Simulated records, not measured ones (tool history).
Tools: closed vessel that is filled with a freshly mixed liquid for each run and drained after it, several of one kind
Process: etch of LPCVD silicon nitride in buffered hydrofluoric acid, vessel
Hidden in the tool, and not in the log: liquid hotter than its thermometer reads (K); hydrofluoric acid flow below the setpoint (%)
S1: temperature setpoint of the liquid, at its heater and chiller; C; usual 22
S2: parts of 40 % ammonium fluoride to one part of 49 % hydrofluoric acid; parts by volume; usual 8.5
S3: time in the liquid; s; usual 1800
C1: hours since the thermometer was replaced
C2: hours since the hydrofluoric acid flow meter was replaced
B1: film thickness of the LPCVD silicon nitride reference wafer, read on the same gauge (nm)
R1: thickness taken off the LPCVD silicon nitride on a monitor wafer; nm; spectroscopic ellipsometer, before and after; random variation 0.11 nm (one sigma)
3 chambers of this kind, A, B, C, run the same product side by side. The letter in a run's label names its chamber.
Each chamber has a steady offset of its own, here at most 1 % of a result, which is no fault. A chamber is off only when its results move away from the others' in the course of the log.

run,hour,S1,S2,S3,C1,C2,B1,R1
# hour 1.2: chamber C: thermometer replaced
1C,4.7,22,8.5,1800,3.5,610.9,29.992,25.413
2B,11.6,22,8.5,1800,735.5,733.7,29.989,24.805
3A,15.1,22,8.5,1800,390.5,1392.1,30.015,25.204
4A,22,22,8.5,1800,397.4,1399,29.947,25.111
5C,30,22,8.5,1800,28.8,636.2,29.998,25.229
6B,36.1,22,8.5,1800,760,758.2,30.013,24.98
7A,42.6,22,8.5,1800,418,1419.6,30.001,25.08
8B,46.3,22,8.5,1800,770.2,768.4,30.015,24.83
9C,54,22,10.5,1800,52.8,660.2,30.021,21.095
10B,61.5,22,10.5,1800,785.4,783.6,29.95,20.955
11A,67.5,22,10.5,1800,442.9,1444.5,30.009,20.914
12C,71.4,22,8.5,1800,70.2,677.6,29.984,25.13
13C,79.4,22,8.5,1800,78.2,685.6,30.022,25.363
14B,85.1,22,8.5,1800,809,807.2,30.017,24.735
15A,91,22,8.5,1800,466.4,1468,29.979,25.458
16B,94.9,22,8.5,1800,818.8,817,30.05,24.944
17C,100.6,22,8.5,1800,99.4,706.8,29.949,25.149
18A,106.4,22,8.5,1800,481.8,1483.4,30.034,25.411
19C,113.7,22,8.5,1800,112.5,719.9,30.033,25.32
20B,120.8,22,8.5,1800,844.7,842.9,29.973,24.986
21A,127.9,22,8.5,1800,503.3,1504.9,29.998,25.719
22A,131.7,22,8.5,1800,507.1,1508.7,29.944,25.776
23C,139.8,22,8.5,1800,138.6,746,29.992,25.14
24B,143.5,22,8.5,1800,867.4,865.6,29.949,24.595
25A,149.6,22,8.5,1800,525,1526.6,30.004,26.144
26B,157.2,22,8.5,1800,881.1,879.3,29.943,24.967
27C,162,22,8.5,1800,160.8,768.2,30.001,25.201
28B,165.7,19,10,1800,889.6,887.8,30.038,18.5
29C,173.7,19,10,1800,172.5,779.9,30.002,18.725

Is one chamber off against the others, does the gauge drift, or is nothing wrong? If a chamber is off, say which, and what the likeliest cause is.

Chamber A drifts away from the others.
Cause: liquid hotter than its thermometer reads (K) = 0.909.
The log may not tell that from: hydrofluoric acid flow above the setpoint (%).

Here are 4 candidates for chamber A's next run, each the usual settings with a change, their results left as question marks. Which one brings its results back in line with what the others give on the usual settings?
In line means no further than this from the other chambers' mean on the usual settings: R1 0.4 nm
30A-1,179.5,22,8.5,1715,,,,?
30A-2,179.5,21.5,8.5,1660,,,,?
30A-3,179.5,24,8.5,1800,,,,?
30A-4,179.5,22,8.5,1885,,,,?

The other chambers' mean on the usual settings: R1 25.058 nm
run,R1
30A-1,25.025
30A-2,23.566
30A-3,29.292
30A-4,27.506
30A-1 brings the chamber back in line.

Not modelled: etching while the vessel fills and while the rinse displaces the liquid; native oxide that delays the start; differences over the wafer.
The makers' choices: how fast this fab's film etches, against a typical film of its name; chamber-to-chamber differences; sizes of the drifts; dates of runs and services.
